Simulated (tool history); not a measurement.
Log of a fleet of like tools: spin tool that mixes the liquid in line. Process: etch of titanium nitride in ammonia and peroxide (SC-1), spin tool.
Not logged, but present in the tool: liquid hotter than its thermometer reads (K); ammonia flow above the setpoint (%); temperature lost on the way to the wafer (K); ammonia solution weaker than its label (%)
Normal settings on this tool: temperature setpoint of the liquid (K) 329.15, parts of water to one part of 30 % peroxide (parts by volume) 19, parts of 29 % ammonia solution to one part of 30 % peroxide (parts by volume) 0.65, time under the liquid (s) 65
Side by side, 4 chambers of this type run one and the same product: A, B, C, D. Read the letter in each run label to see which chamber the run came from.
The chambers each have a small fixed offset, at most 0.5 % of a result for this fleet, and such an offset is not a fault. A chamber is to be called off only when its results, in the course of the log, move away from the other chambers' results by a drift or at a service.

run,day,temperature setpoint of the liquid (K),parts of water to one part of 30 % peroxide (parts by volume),parts of 29 % ammonia solution to one part of 30 % peroxide (parts by volume),time under the liquid (s),hours since the thermometer was replaced,hours since the ammonia flow meter was replaced,hours since the heated supply line was repaired,hours since the drum of ammonia solution was connected,"read-back film thickness of the titanium nitride reference wafer, read on the same gauge (nm)",thickness taken off the titanium nitride on a monitor wafer (nm)
1A,0.442,329.15,19,0.65,65,2384.4,148.5,833.8,721,100.02,4.1891
2C,0.833,329.15,19,0.65,65,217.7,244.3,2394.2,879.5,100,4.234
3B,1.179,329.15,19,0.65,65,865.9,673,2326.2,36.9,99.991,4.1774
4D,1.475,329.15,19,0.65,65,868,542.7,2941.5,71.2,99.997,4.2069
# day 1.583: chamber C: new drum of ammonia solution connected
5A,1.971,329.15,19,0.65,65,2421.1,185.2,870.5,757.7,99.992,4.192
6C,2.417,329.15,19,0.65,65,255.7,282.3,2432.2,20.1,99.955,4.2295
7B,2.871,329.15,27.5,0.65,65,906.5,713.6,2366.8,77.5,100.01,3.3339
8D,3.1,329.15,27.5,0.65,65,907,581.7,2980.5,110.2,100.01,3.3942
9A,3.412,329.15,27.5,0.65,65,2455.7,219.8,905.1,792.3,100.01,3.358
10D,3.896,329.15,27.5,0.65,65,926.1,600.8,2999.6,129.3,100.02,3.4296
11C,4.242,329.15,19,0.65,65,299.5,326.1,2476,63.9,99.988,4.2665
# day 4.633: chamber B: ammonia flow meter replaced
12B,4.692,329.15,19,0.65,65,950.2,1.4,2410.5,121.2,99.998,4.0181
13B,5.125,329.15,19,0.65,65,960.6,11.8,2420.9,131.6,100.03,3.9467
14C,5.612,329.15,19,0.65,65,332.4,359,2508.9,96.8,100.01,4.2625
15D,5.95,329.15,19,0.65,65,975.4,650.1,3048.9,178.6,99.996,4.1782
16A,6.438,329.15,11,0.65,35,2528.3,292.4,977.7,864.9,99.972,2.9922
17B,6.754,329.15,11,0.65,35,999.7,50.9,2460,170.7,99.987,2.854
18D,7.038,329.15,11,0.65,35,1001.5,676.2,3075,204.7,99.993,3.0632
19C,7.421,329.15,11,0.65,35,375.8,402.4,2552.3,140.2,100.02,3.0638
20A,7.646,329.15,19,0.65,65,2557.3,321.4,1006.7,893.9,100.03,4.1275
# day 7.833: chamber D: ammonia flow meter replaced
21A,7.967,329.15,19,0.65,65,2565,329.1,1014.4,901.6,100.01,4.1983
22D,8.317,329.15,19,0.65,65,1032.2,11.6,3105.7,235.4,99.983,4.2096
23C,8.658,329.15,19,0.65,65,405.5,432.1,2582,169.9,99.98,4.2543
24B,8.879,329.15,19,0.65,65,1050.7,101.9,2511,221.7,100.02,3.7948
25B,9.121,329.15,19,0.65,65,1056.5,107.7,2516.8,227.5,100.01,3.7911

Next, every chamber runs the same settings. What will each give?
26A,9.479,329.15,19,0.9,65,,,,,,?
26B,9.479,329.15,19,0.9,65,,,,,,?
26C,9.479,329.15,19,0.9,65,,,,,,?
26D,9.479,329.15,19,0.9,65,,,,,,?

run,thickness taken off the titanium nitride on a monitor wafer (nm)
26A,4.5029
26B,3.9989
26C,4.4848
26D,4.4367
